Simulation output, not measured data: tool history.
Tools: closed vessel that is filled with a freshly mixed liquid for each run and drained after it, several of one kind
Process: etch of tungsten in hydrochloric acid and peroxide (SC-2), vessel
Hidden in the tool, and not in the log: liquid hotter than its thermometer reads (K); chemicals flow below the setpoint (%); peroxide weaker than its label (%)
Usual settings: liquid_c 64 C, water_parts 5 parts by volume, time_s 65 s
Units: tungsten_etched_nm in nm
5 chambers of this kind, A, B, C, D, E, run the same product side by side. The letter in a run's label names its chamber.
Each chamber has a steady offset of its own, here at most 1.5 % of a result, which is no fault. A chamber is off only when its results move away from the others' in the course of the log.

| run | hour | liquid_c | water_parts | time_s | hours since the thermometer was replaced | hours since the chemicals flow meter was replaced | hours since the drum of peroxide was connected | read-back film thickness of the tungsten reference wafer, read on the same gauge (nm) | tungsten_etched_nm |
|---|---|---|---|---|---|---|---|---|---|
| 1E | 6.9 | 64 | 5 | 65 | 374.4 | 372.1 | 436.8 | 39.989 | 47.119 |
| 2D | 10.5 | 64 | 5 | 65 | 204.3 | 597.2 | 477.6 | 40.051 | 47.494 |
| 3B | 17.1 | 64 | 5 | 65 | 1342.5 | 1776.2 | 316.4 | 40.001 | 46.965 |
| 4A | 22.8 | 64 | 5 | 65 | 706.8 | 368.2 | 1047.2 | 39.995 | 47.201 |
|  | 23.2 | chamber B: chemicals flow meter replaced |
| 5C | 26.9 | 64 | 5 | 65 | 1420.4 | 623.6 | 341.8 | 39.983 | 47.508 |
| 6C | 33 | 64 | 5 | 65 | 1426.5 | 629.7 | 347.9 | 39.991 | 46.74 |
| 7E | 39.8 | 64 | 5 | 65 | 407.3 | 405 | 469.7 | 40.017 | 47.524 |
| 8B | 46 | 64 | 5 | 65 | 1371.4 | 22.8 | 345.3 | 39.992 | 47.969 |
| 9D | 52.6 | 64 | 5 | 65 | 246.4 | 639.3 | 519.7 | 39.993 | 47.89 |
| 10A | 56.8 | 64 | 5 | 65 | 740.8 | 402.2 | 1081.2 | 39.978 | 47.688 |
| 11D | 62.4 | 64 | 5 | 65 | 256.2 | 649.1 | 529.5 | 39.979 | 48.38 |
| 12C | 68.7 | 64 | 5 | 65 | 1462.2 | 665.4 | 383.6 | 40.001 | 45.94 |
| 13A | 75.7 | 64 | 5 | 65 | 759.7 | 421.1 | 1100.1 | 39.989 | 47.97 |
| 14E | 81.1 | 64 | 5 | 65 | 448.6 | 446.3 | 511 | 39.979 | 47.54 |
| 15B | 84.4 | 64 | 5 | 65 | 1409.8 | 61.2 | 383.7 | 40.032 | 47.41 |
| 16C | 88.7 | 64 | 7 | 80 | 1482.2 | 685.4 | 403.6 | 40.007 | 45.07 |
| 17D | 93.8 | 64 | 7 | 80 | 287.6 | 680.5 | 560.9 | 39.994 | 47.099 |
| 18E | 97.1 | 64 | 7 | 80 | 464.6 | 462.3 | 527 | 39.993 | 45.397 |
| 19B | 103.6 | 64 | 7 | 80 | 1429 | 80.4 | 402.9 | 40.008 | 45.193 |
| 20A | 110.5 | 64 | 7 | 80 | 794.5 | 455.9 | 1134.9 | 39.946 | 45.148 |
| 21C | 116.2 | 64 | 5 | 95 | 1509.7 | 712.9 | 431.1 | 40.015 | 68.828 |
| 22B | 119.7 | 64 | 5 | 95 | 1445.1 | 96.5 | 419 | 40.035 | 69.158 |
| 23D | 126 | 64 | 5 | 95 | 319.8 | 712.7 | 593.1 | 39.997 | 73.541 |
| 24E | 129.4 | 64 | 5 | 95 | 496.9 | 494.6 | 559.3 | 40 | 69.835 |
|  | 133.1 | chamber A: new drum of peroxide connected |
| 25A | 134.6 | 64 | 5 | 95 | 818.6 | 480 | 1.5 | 39.981 | 69.353 |
| 26E | 138.4 | 64 | 5 | 65 | 505.9 | 503.6 | 568.3 | 39.999 | 48.195 |
|  | 140.9 | chamber B: new drum of peroxide connected |
| 27D | 142.5 | 64 | 5 | 65 | 336.3 | 729.2 | 609.6 | 40.001 | 50.477 |
| 28A | 146.9 | 64 | 5 | 65 | 830.9 | 492.3 | 13.8 | 40.045 | 47.914 |
| 29B | 152.8 | 64 | 5 | 65 | 1478.2 | 129.6 | 11.9 | 40.04 | 47.809 |
| 30C | 156.9 | 64 | 5 | 65 | 1550.4 | 753.6 | 471.8 | 40.008 | 46.785 |
| 31C | 160.5 | 64 | 5 | 65 | 1554 | 757.2 | 475.4 | 40.027 | 46.657 |
| 32A | 165.5 | 64 | 5 | 65 | 849.5 | 510.9 | 32.4 | 39.986 | 47.1 |
| 33B | 172.2 | 64 | 5 | 65 | 1497.6 | 149 | 31.3 | 39.974 | 46.758 |

Is one chamber off against the others, does the gauge drift, or is nothing wrong? If a chamber is off, say which, and what the likeliest cause is.

Chamber D drifts away from the others.
Cause: liquid hotter than its thermometer reads (K) = 1.61.
The log may not tell that from: chemicals flow above the setpoint (%).

Here are 4 candidates for chamber D's next run, each the usual settings with a change, their results left as question marks. Which one brings its results back in line with what the others give on the usual settings?
In line means no further than this from the other chambers' mean on the usual settings: tungsten_etched_nm 1.6 nm
| 34D-1 | 177.2 | 63.5 | 5 | 65 |  |  |  |  | ? |
| 34D-2 | 177.2 | 62.5 | 5 | 65 |  |  |  |  | ? |
| 34D-3 | 177.2 | 64.5 | 5 | 70 |  |  |  |  | ? |
| 34D-4 | 177.2 | 64.5 | 5 | 65 |  |  |  |  | ? |

The other chambers' mean on the usual settings: tungsten_etched_nm 47.336 nm
| run | tungsten_etched_nm |
|---|---|
| 34D-1 | 50.451 |
| 34D-2 | 47.435 |
| 34D-3 | 57.765 |
| 34D-4 | 53.639 |
34D-2 brings the chamber back in line.
